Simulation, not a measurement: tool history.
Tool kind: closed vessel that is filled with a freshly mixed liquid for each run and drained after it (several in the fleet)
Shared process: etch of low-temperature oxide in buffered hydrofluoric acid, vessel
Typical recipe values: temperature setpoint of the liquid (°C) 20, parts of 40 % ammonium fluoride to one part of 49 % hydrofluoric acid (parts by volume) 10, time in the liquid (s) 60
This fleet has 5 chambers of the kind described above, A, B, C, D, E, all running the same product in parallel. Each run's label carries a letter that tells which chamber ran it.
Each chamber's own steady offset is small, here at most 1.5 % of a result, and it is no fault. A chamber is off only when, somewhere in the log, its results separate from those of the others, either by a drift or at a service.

run,day,temperature setpoint of the liquid (°C),parts of 40 % ammonium fluoride to one part of 49 % hydrofluoric acid (parts by volume),time in the liquid (s),hours since the thermometer was replaced,hours since the hydrofluoric acid flow meter was replaced,"read-back film thickness of the low-temperature oxide reference wafer, read on the same gauge (nm)",thickness taken off the low-temperature oxide on a monitor wafer (angstrom)
1D,0.312,20,10,60,120.9,556.4,80.015,1865.1
2A,0.571,20,10,60,518.5,101.9,79.985,1866.0
# day 0.646: chamber D: hydrofluoric acid flow meter replaced
3E,0.733,20,10,60,723.7,614.1,79.983,1870.5
4C,0.929,20,10,60,714.4,747.3,80.011,1841.8
5B,1.254,20,10,60,1676.0,1313.2,80.017,1876.5
6E,1.558,20,10,60,743.5,633.9,79.967,1887.7
7C,1.846,20,10,60,736.4,769.3,80.000,1847.2
8D,2.000,20,10,60,161.4,32.5,79.995,1863.6
9A,2.142,20,10,60,556.2,139.6,79.984,1895.7
10B,2.446,20,10,60,1704.6,1341.8,80.007,1882.7
11D,2.729,20,10,60,178.9,50.0,79.967,1868.2
12A,2.929,20,10,60,575.1,158.5,79.986,1891.2
13E,3.225,20,10,60,783.5,673.9,80.005,1875.0
14B,3.454,20,10,60,1728.8,1366.0,80.006,1889.9
15C,3.612,20,10,60,778.8,811.7,79.985,1858.5
16B,3.854,20,10,60,1738.4,1375.6,80.017,1879.1
17A,4.071,20,10,60,602.5,185.9,80.003,1888.3
18C,4.221,20,10,60,793.4,826.3,80.008,1854.1
19D,4.479,20,10,60,220.9,92.0,79.993,1853.4
20E,4.758,20,10,60,820.3,710.7,79.977,1859.3
21B,5.083,20,10,60,1767.9,1405.1,79.983,1881.6
22D,5.408,20,10,60,243.2,114.3,79.991,1877.7
23E,5.612,20,10,60,840.8,731.2,79.985,1864.3
24C,5.850,20,10,60,832.5,865.4,80.009,1866.1
25A,6.038,20,10,60,649.7,233.1,79.985,1874.2
26E,6.188,20,10,60,854.6,745.0,80.016,1881.2
# day 6.217: chamber C: hydrofluoric acid flow meter replaced
27D,6.375,20,10,60,266.4,137.5,80.009,1883.7
# day 6.388: chamber A: thermometer replaced
28A,6.550,20,10,60,3.9,245.4,80.003,1887.9
29C,6.771,20,10,60,854.6,13.4,79.995,1852.5
30B,6.992,20,10,60,1813.7,1450.9,80.001,1888.2

All 5 chambers run these settings next. Forecast each chamber's results:
31A,7.229,20,10,60,,,,?
31B,7.229,20,10,60,,,,?
31C,7.229,20,10,60,,,,?
31D,7.229,20,10,60,,,,?
31E,7.229,20,10,60,,,,?

run,thickness taken off the low-temperature oxide on a monitor wafer (angstrom)
31A,1880.9
31B,1879.1
31C,1850.0
31D,1850.0
31E,1871.8
